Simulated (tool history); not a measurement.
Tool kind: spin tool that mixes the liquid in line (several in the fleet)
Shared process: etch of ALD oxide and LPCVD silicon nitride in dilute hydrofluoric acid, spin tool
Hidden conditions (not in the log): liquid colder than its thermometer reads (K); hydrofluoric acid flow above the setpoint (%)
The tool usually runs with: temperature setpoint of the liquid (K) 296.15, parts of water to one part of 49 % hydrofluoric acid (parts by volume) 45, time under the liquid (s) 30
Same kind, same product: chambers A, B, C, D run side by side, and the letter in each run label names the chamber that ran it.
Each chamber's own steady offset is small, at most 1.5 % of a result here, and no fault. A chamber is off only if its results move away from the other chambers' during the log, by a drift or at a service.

run,hour,temperature setpoint of the liquid (K),parts of water to one part of 49 % hydrofluoric acid (parts by volume),time under the liquid (s),hours since the thermometer was replaced,hours since the hydrofluoric acid flow meter was replaced,"read-back film thickness of the ALD oxide reference wafer, read on the same gauge (nm)","read-back film thickness of the LPCVD silicon nitride reference wafer, read on the same gauge (nm)",thickness taken off the ALD oxide on a monitor wafer (Å),thickness taken off the LPCVD silicon nitride on a monitor wafer (Å)
1A,3.6,296.15,45,30,1212.9,418.2,30.012,49.940,67.949,2.6534
2C,6.6,296.15,45,30,127.1,619.6,30.060,50.026,67.302,2.7381
3D,9.7,296.15,45,30,227.4,1084.0,29.963,49.990,67.387,2.9051
4B,12.4,296.15,45,30,323.8,184.9,30.004,49.963,67.369,2.4179
5C,15.6,296.15,45,30,136.1,628.6,29.982,50.029,67.184,2.4014
6A,19.9,296.15,45,30,1229.2,434.5,29.976,50.008,67.705,2.5328
7B,22.4,296.15,45,30,333.8,194.9,30.023,49.990,66.998,3.0291
8D,25.0,296.15,45,30,242.7,1099.3,30.011,50.005,66.626,2.9252
9B,27.6,296.15,45,30,339.0,200.1,30.034,50.031,67.448,2.3243
10D,32.0,299.65,55,30,249.7,1106.3,29.992,50.022,62.815,3.2339
11C,35.6,299.65,55,30,156.1,648.6,30.034,50.020,61.615,3.0500
12A,40.1,299.65,55,30,1249.4,454.7,30.022,49.964,63.379,3.2229
13C,43.1,299.65,55,30,163.6,656.1,29.981,50.000,62.095,2.8117
14A,47.2,296.15,45,30,1256.5,461.8,29.944,49.979,66.820,2.7077
15B,49.3,299.15,45,50,360.7,221.8,30.002,50.015,127.660,4.8190
16D,53.5,299.15,45,50,271.2,1127.8,30.004,49.955,124.500,5.6948
17A,58.2,299.15,45,50,1267.5,472.8,30.059,50.002,128.860,5.6590
18D,63.0,299.15,45,50,280.7,1137.3,29.997,50.016,126.410,6.0378
19B,66.5,296.15,45,30,377.9,239.0,29.985,50.019,67.222,2.8285
20C,70.3,296.15,45,30,190.8,683.3,29.979,49.990,66.808,2.6830
21A,74.5,296.15,45,30,1283.8,489.1,29.971,50.031,66.841,3.1508
22D,76.9,296.15,45,30,294.6,1151.2,30.025,50.000,66.724,2.9358
23B,79.4,296.15,45,30,390.8,251.9,29.991,50.028,67.480,2.4268
24C,81.5,296.15,45,30,202.0,694.5,29.962,50.018,67.572,2.9327
25C,85.9,296.15,45,30,206.4,698.9,30.047,49.988,66.750,2.6488
26D,88.7,296.15,45,30,306.4,1163.0,29.975,49.991,66.403,3.0366
27A,93.3,296.15,45,30,1302.6,507.9,30.020,50.046,67.612,3.0352
28B,95.6,296.15,45,30,407.0,268.1,30.035,49.977,67.669,2.8322
29D,99.8,296.15,45,30,317.5,1174.1,29.988,50.041,67.028,3.0227
30A,104.3,296.15,45,30,1313.6,518.9,29.991,49.998,67.475,3.1074
31C,108.9,296.15,45,30,229.4,721.9,30.036,50.041,66.678,2.8063
32B,112.8,296.15,45,30,424.2,285.3,29.949,49.998,67.185,2.5843
33A,116.4,296.15,45,30,1325.7,531.0,29.995,50.026,66.494,2.5664
34C,119.2,294.65,45,30,239.7,732.2,30.037,50.025,63.428,2.5871
35D,121.3,294.65,45,30,339.0,1195.6,29.999,50.006,62.458,2.2533
36B,125.4,294.65,45,30,436.8,297.9,29.960,50.017,64.497,2.6502
37B,129.9,294.65,45,30,441.3,302.4,30.030,50.023,63.154,2.5275
38D,132.8,296.15,45,30,350.5,1207.1,29.994,49.996,66.544,3.2008
39C,136.7,296.15,45,30,257.2,749.7,30.035,50.016,67.176,2.3715

For the next run the whole fleet of 4 chambers uses the same settings. Give each chamber's results:
40A,140.2,296.15,45,40,,,,,?,?
40B,140.2,296.15,45,40,,,,,?,?
40C,140.2,296.15,45,40,,,,,?,?
40D,140.2,296.15,45,40,,,,,?,?

run,thickness taken off the ALD oxide on a monitor wafer (Å),thickness taken off the LPCVD silicon nitride on a monitor wafer (Å)
40A,89.816,3.9264
40B,90.369,3.5656
40C,88.613,3.7876
40D,89.224,3.9716
